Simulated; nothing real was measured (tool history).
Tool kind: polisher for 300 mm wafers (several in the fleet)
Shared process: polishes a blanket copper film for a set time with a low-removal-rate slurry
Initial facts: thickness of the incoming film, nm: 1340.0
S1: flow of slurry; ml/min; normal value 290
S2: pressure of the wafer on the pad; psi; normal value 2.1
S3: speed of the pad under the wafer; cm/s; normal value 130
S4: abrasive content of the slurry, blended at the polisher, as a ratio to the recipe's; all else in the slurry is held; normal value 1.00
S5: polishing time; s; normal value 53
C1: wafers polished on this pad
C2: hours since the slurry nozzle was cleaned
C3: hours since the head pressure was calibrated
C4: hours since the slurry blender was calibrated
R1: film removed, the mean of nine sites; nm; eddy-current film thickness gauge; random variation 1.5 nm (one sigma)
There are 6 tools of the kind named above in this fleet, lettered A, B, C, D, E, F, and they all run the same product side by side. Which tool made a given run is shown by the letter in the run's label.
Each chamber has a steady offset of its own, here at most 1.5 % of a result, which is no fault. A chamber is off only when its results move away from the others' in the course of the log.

run     day   S1   S2   S3    S4  S5    C1     C2      C3     C4      R1
      0.217  -- chamber C: worn pad replaced by a new one
 1E   0.346  290  2.1  130  1.00  53   695   11.6   669.3  120.4  152.22
      0.638  -- chamber F: slurry blender recalibrated
 2F   0.712  290  2.1  130  1.00  53   415  502.4   325.8    1.9  149.83
      0.962  -- chamber E: worn pad replaced by a new one
 3C   1.021  290  2.1  130  1.00  53   169  185.3   261.0  142.1  150.99
 4D   1.492  290  2.1  130  1.00  53   798  167.4  1074.4  142.5  154.52
 5A   1.946  290  2.1  130  1.00  53  1058  445.5   114.6  243.9  150.92
      2.392  -- chamber F: slurry nozzle cleaned
 6B   2.408  290  2.1  130  1.00  53   604  234.2   864.8  176.8  154.17
      2.479  -- chamber A: worn pad replaced by a new one
 7C   2.638  290  2.1  130  1.00  53   510  224.1   299.8  180.9  152.10
      2.767  -- chamber D: worn pad replaced by a new one
 8B   3.054  290  2.1  130  1.00  53   740  249.7   880.3  192.3  150.60
      3.183  -- chamber F: worn pad replaced by a new one
 9D   3.496  290  2.1  130  1.00  53   154  215.5  1122.5  190.6  155.27
      3.629  -- chamber B: slurry blender recalibrated
10E   3.758  290  2.1  130  1.00  53   590   93.5   751.2  202.3  152.91
      3.958  -- chamber C: head pressure recalibrated
11A   4.158  220  2.1  130  1.00  53   355  498.6   167.7  297.0  146.69
      4.371  -- chamber B: worn pad replaced by a new one
      4.454  -- chamber E: worn pad replaced by a new one
12F   4.558  220  2.1  130  1.00  53   290   52.0   418.1   94.2  148.22
      4.871  -- chamber C: worn pad replaced by a new one
13D   4.892  220  2.1  130  1.00  53   448  249.0  1156.0  224.1  147.56
      5.117  -- chamber C: slurry nozzle cleaned
14C   5.142  220  2.1  130  1.00  53    57    0.6    28.4  241.0  149.61
      5.400  -- chamber D: slurry blender recalibrated
15E   5.479  220  2.1  130  1.00  53   217  134.8   792.5  243.6  149.07
16F   5.700  220  2.1  130  1.00  53   531   79.4   445.5  121.6  150.83
17A   5.962  290  2.1  130  1.00  53   735  541.9   211.0  340.3  151.76
18B   6.458  290  2.1  130  1.00  53   441  331.4   962.0   67.9  151.79
19D   6.846  290  2.1  130  1.00  53   861  295.9  1202.9   34.7  153.68
20C   7.188  290  2.1  130  1.00  53   489   49.7    77.5  290.1  150.22
21E   7.504  290  2.1  130  1.20  71   644  183.4   841.1  292.2  214.25
      7.533  -- chamber E: worn pad replaced by a new one
      7.650  -- chamber F: worn pad replaced by a new one
22A   7.938  290  2.1  130  1.20  71  1152  589.3   258.4  387.7  212.69
23F   8.246  290  2.1  130  1.20  71   126  140.5   506.6  182.7  213.80
      8.500  -- chamber D: head pressure recalibrated
      8.592  -- chamber D: worn pad replaced by a new one
24B   8.692  290  2.1  130  1.20  71   912  385.0  1015.6  121.5  208.33
25A   9.129  290  2.1  130  1.20  71  1403  617.9   287.0  416.3  211.44
      9.150  -- chamber A: slurry blender recalibrated
26D   9.383  290  2.1  130  1.20  71   167  356.8    21.2   95.6  231.48
      9.450  -- chamber A: worn pad replaced by a new one
27F   9.771  290  2.1  114  1.15  53   448  177.1   543.2  219.3  137.18
     10.029  -- chamber C: worn pad replaced by a new one
28B  10.142  290  2.1  114  1.15  53  1218  419.8  1050.4  156.3  138.42
     10.342  -- chamber B: worn pad replaced by a new one
29C  10.433  290  2.1  114  1.15  53    85  127.6   155.4  368.0  136.44
     10.512  -- chamber F: head pressure recalibrated
30E  10.754  290  2.1  114  1.15  53   680  261.4   919.1  370.2  141.61
31B  11.233  290  2.1  114  1.15  53   188  446.0  1076.6  182.5  136.42
     11.254  -- chamber E: worn pad replaced by a new one
     11.475  -- chamber F: worn pad replaced by a new one
32F  11.533  290  2.1  114  1.15  53    12  219.4    24.6  261.6  139.68
33D  11.946  290  2.1  130  1.00  53   707  418.3    82.7  157.1  162.65
34C  12.267  290  2.1  130  1.00  53   472  171.6   199.4  412.0  152.69
     12.321  -- chamber E: slurry blender recalibrated
35E  12.754  290  2.1  130  1.00  53   316  309.4   967.1   10.5  153.19
36A  13.008  290  2.1  130  1.00  53   750  711.0   380.1   92.7  153.99
     13.275  -- chamber D: worn pad replaced by a new one
     13.333  -- chamber B: slurry blender recalibrated
37A  13.412  290  2.4  130  1.00  62   836  720.7   389.8  102.4  201.92
38F  13.671  290  2.4  130  1.00  62   463  270.7    75.9  312.9  202.79
39C  14.129  290  2.4  130  1.00  62   865  216.3   244.1  456.7  197.04
40B  14.567  290  2.4  130  1.00  62   891  526.0  1156.6   29.6  202.82
41D  14.825  290  2.4  130  1.00  62   327  487.4   151.8  226.2  223.91
     14.896  -- chamber D: slurry nozzle cleaned
     14.908  -- chamber E: worn pad replaced by a new one
42E  15.258  290  2.4  130  1.00  62    74  369.5  1027.2   70.6  204.82
     15.367  -- chamber A: worn pad replaced by a new one
43D  15.471  290  2.1  130  1.00  53   463   13.9   167.3  241.7  164.89
     15.658  -- chamber A: slurry nozzle cleaned
44A  15.892  290  2.1  130  1.00  53   111    5.7   449.3  161.9  150.75

For the next run the whole fleet of 6 chambers uses the same settings. Give each chamber's results:
45A  16.246  290  2.1  130  1.00  53                   ?
45B  16.246  290  2.1  130  1.00  53                   ?
45C  16.246  290  2.1  130  1.00  53                   ?
45D  16.246  290  2.1  130  1.00  53                   ?
45E  16.246  290  2.1  130  1.00  53                   ?
45F  16.246  290  2.1  130  1.00  53                   ?

run      R1
45A  150.81
45B  152.63
45C  147.29
45D  165.02
45E  151.44
45F  153.90
